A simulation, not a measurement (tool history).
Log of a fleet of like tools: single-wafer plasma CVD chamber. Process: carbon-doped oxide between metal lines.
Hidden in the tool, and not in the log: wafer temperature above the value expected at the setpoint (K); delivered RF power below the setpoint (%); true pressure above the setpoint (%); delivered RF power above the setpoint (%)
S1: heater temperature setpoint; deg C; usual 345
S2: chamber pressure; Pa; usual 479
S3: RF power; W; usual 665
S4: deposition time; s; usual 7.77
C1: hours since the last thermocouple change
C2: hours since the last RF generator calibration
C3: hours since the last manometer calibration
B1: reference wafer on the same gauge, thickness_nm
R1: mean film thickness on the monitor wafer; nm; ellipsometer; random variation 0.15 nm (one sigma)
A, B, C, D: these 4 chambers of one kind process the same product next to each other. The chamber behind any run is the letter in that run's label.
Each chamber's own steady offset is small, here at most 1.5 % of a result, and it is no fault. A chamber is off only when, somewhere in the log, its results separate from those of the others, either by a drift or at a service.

run    day   S1   S2   S3    S4      C1      C2      C3      B1      R1
 1A  0.254  345  479  665  7.77  1016.3   884.4   358.9  54.538  47.087
 2D  0.450  345  479  665  7.77  2226.7   793.4  1116.9  54.609  47.017
 3C  0.692  345  479  665  7.77   330.6  1030.4   816.4  54.619  47.426
 4B  0.829  345  479  665  7.77   114.4   842.3   200.3  54.585  46.525
 5C  1.100  345  479  665  7.77   340.4  1040.2   826.2  54.570  47.210
 6B  1.292  345  479  665  7.77   125.5   853.4   211.4  54.612  46.567
 7D  1.421  345  479  665  7.77  2250.0   816.7  1140.2  54.602  47.152
     1.667  -- chamber D: thermocouple changed; heater temperature recalibrated
 8A  1.675  345  479  585  7.77  1050.4   918.5   393.0  54.644  43.194
 9D  1.942  345  479  585  7.77     6.7   829.2  1152.7  54.661  43.740
10A  2.088  345  479  585  7.77  1060.3   928.4   402.9  54.552  43.309
11C  2.383  345  479  585  7.77   371.2  1071.0   857.0  54.571  43.979
12B  2.554  345  479  665  7.77   155.8   883.7   241.7  54.601  46.260
13D  2.742  345  479  665  7.77    25.9   848.4  1171.9  54.623  47.600
14A  3.017  345  479  665  7.77  1082.6   950.7   425.2  54.592  46.759
15B  3.150  340  479  545  7.77   170.1   898.0   256.0  54.593  41.936
16C  3.379  340  479  545  7.77   395.1  1094.9   880.9  54.635  42.805
17D  3.654  340  479  545  7.77    47.8   870.3  1193.8  54.607  42.273
18A  3.946  340  479  545  7.77  1104.9   973.0   447.5  54.606  42.107
     4.042  -- chamber B: RF generator calibrated
19C  4.117  345  479  665  7.77   412.8  1112.6   898.6  54.595  47.362
20B  4.292  345  479  665  7.77   197.5     6.1   283.4  54.605  46.250
21B  4.462  345  479  665  7.77   201.6    10.2   287.5  54.534  46.549
22A  4.758  355  479  665  6.53  1124.4   992.5   467.0  54.613  38.011
23D  4.971  355  479  665  6.53    79.4   901.9  1225.4  54.602  38.878
24C  5.117  355  479  665  6.53   436.8  1136.6   922.6  54.589  38.867
25C  5.304  355  479  665  6.53   441.3  1141.1   927.1  54.562  38.997
26B  5.446  345  479  665  7.77   225.2    33.8   311.1  54.573  46.635
27A  5.746  345  479  665  7.77  1148.1  1016.2   490.7  54.613  45.938
28D  5.958  345  479  665  7.77   103.1   925.6  1249.1  54.599  46.946
29A  6.138  345  479  665  7.77  1157.5  1025.6   500.1  54.594  46.363
30B  6.338  345  479  665  7.77   246.6    55.2   332.5  54.563  46.553
31C  6.479  345  479  665  7.77   469.5  1169.3   955.3  54.608  47.505
32D  6.775  345  371  770  7.77   122.7   945.2  1268.7  54.527  50.289
33B  7.025  345  371  770  7.77   263.1    71.7   349.0  54.549  49.981
34A  7.238  345  371  770  7.77  1183.9  1052.0   526.5  54.585  48.696
35C  7.483  345  371  770  7.77   493.6  1193.4   979.4  54.579  50.724
36D  7.779  345  479  665  7.77   146.8   969.3  1292.8  54.595  47.448
37A  8.058  345  479  665  7.77  1203.6  1071.7   546.2  54.621  45.478
38D  8.262  345  479  665  7.77   158.4   980.9  1304.4  54.593  47.473
39B  8.404  345  479  665  7.77   296.2   104.8   382.1  54.629  46.766
40C  8.592  345  404  665  9.19   520.2  1220.0  1006.0  54.596  55.108

The same settings go to every chamber for the next run, one line per chamber below. Forecast the results for each:
41A  8.808  352  479  665  7.77                   ?
41B  8.808  352  479  665  7.77                   ?
41C  8.808  352  479  665  7.77                   ?
41D  8.808  352  479  665  7.77                   ?

run      R1
41A  44.317
41B  45.863
41C  46.286
41D  46.154

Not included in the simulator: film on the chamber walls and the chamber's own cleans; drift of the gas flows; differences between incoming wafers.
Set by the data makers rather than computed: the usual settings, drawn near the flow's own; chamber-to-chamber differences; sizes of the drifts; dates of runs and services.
